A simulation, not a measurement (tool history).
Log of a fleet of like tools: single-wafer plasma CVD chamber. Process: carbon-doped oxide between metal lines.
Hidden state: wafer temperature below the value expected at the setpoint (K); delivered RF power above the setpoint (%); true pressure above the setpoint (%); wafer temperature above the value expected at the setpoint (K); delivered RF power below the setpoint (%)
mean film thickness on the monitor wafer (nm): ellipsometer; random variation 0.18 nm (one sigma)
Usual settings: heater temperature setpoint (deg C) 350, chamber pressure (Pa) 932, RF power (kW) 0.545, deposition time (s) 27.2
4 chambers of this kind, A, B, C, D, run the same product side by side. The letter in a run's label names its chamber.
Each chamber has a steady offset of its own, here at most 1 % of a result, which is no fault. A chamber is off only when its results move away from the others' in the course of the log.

run	hour	heater temperature setpoint (deg C)	chamber pressure (Pa)	RF power (kW)	deposition time (s)	hours since the last thermocouple change	hours since the last RF generator calibration	hours since the last manometer calibration	read-back reference wafer on the same gauge, thickness_nm	mean film thickness on the monitor wafer (nm)
1D	3.7	350	932	0.545	27.2	197.2	1071.3	560.4	143.02	152.83
2A	8.2	350	932	0.545	27.2	372	1678.2	796.9	143.06	152.4
3B	15.7	350	932	0.545	27.2	356.3	1892.9	1478.2	143.06	151.76
4C	21.6	350	932	0.545	27.2	165.4	762.5	1834.8	143.1	150.88
5C	29	350	932	0.545	27.2	172.8	769.9	1842.2	143.1	150.8
6D	32.5	350	752	0.605	27.2	226	1100.1	589.2	143.12	159.94
7A	38.8	350	752	0.605	27.2	402.6	1708.8	827.5	143.09	159.56
8B	44.1	350	752	0.605	27.2	384.7	1921.3	1506.6	143.13	158.48
9C	49.2	350	752	0.605	27.2	193	790.1	1862.4	143.13	157.61
10A	53.7	350	932	0.545	27.2	417.5	1723.7	842.4	143.19	152.53
11D	57.3	350	932	0.545	27.2	250.8	1124.9	614	143.18	153.04
12B	62.7	350	932	0.545	27.2	403.3	1939.9	1525.2	143.18	151.96
13B	67.4	350	932	0.545	27.2	408	1944.6	1529.9	143.19	151.93
14D	73.2	350	932	0.545	27.2	266.7	1140.8	629.9	143.19	153.37
15A	79.6	350	932	0.545	27.2	443.4	1749.6	868.3	143.25	152.54
16C	85.1	350	932	0.545	27.2	228.9	826	1898.3	143.26	150.91
17D	91.5	350	932	0.545	27.2	285	1159.1	648.2	143.28	153.31
18A	97.7	350	932	0.545	27.2	461.5	1767.7	886.4	143.33	152.89
19C	103.9	350	932	0.545	27.2	247.7	844.8	1917.1	143.35	151.44
20B	110.9	350	932	0.545	27.2	451.5	1988.1	1573.4	143.38	152.14
21B	117.2	350	932	0.545	27.2	457.8	1994.4	1579.7	143.32	151.81
22C	121.7	350	932	0.545	27.2	265.5	862.6	1934.9	143.38	151.52
23A	129	350	932	0.545	27.2	492.8	1799	917.7	143.38	153
24D	134	350	932	0.545	27.2	327.5	1201.6	690.7	143.46	153.49
25A	140.7	350	932	0.545	27.2	504.5	1810.7	929.4	143.44	152.97
26B	146.8	350	932	0.545	27.2	487.4	2024	1609.3	143.49	151.93
# hour 152.7: chamber A: RF generator calibrated
27D	152.7	350	932	0.545	27.2	346.2	1220.3	709.4	143.44	153.86
28C	159.7	350	932	0.545	27.2	303.5	900.6	1972.9	143.45	151.35
29D	165.1	350	932	0.545	27.2	358.6	1232.7	721.8	143.52	153.47
30C	170.3	350	932	0.545	27.2	314.1	911.2	1983.5	143.61	151.49
31B	174.1	350	932	0.545	27.2	514.7	2051.3	1636.6	143.57	152.04
# hour 175.3: chamber B: capacitance manometer re-zeroed and calibrated
32A	178.2	350	932	0.545	27.2	542	25.6	966.9	143.54	153.02
33B	185.7	350	932	0.545	27.2	526.3	2062.9	10.5	143.57	152.06
34D	193.3	350	789	0.545	27.2	386.8	1260.9	750	143.59	151.62
35C	199.2	350	789	0.545	27.2	343	940.1	2012.4	143.63	149.39
36A	206.5	350	789	0.545	27.2	570.3	53.9	995.2	143.64	151.04
37A	211.2	350	789	0.545	27.2	575	58.6	999.9	143.66	150.76
# hour 214.2: chamber C: RF generator calibrated
38C	215.6	355	932	0.645	27.2	359.4	1.5	2028.8	143.68	165.43

Next, every chamber runs the same settings. What will each give?
39A	221	350	932	0.545	27.2					?
39B	221	350	932	0.545	27.2					?
39C	221	350	932	0.545	27.2					?
39D	221	350	932	0.545	27.2					?

run	mean film thickness on the monitor wafer (nm)
39A	153.33
39B	152.07
39C	151.74
39D	153.59
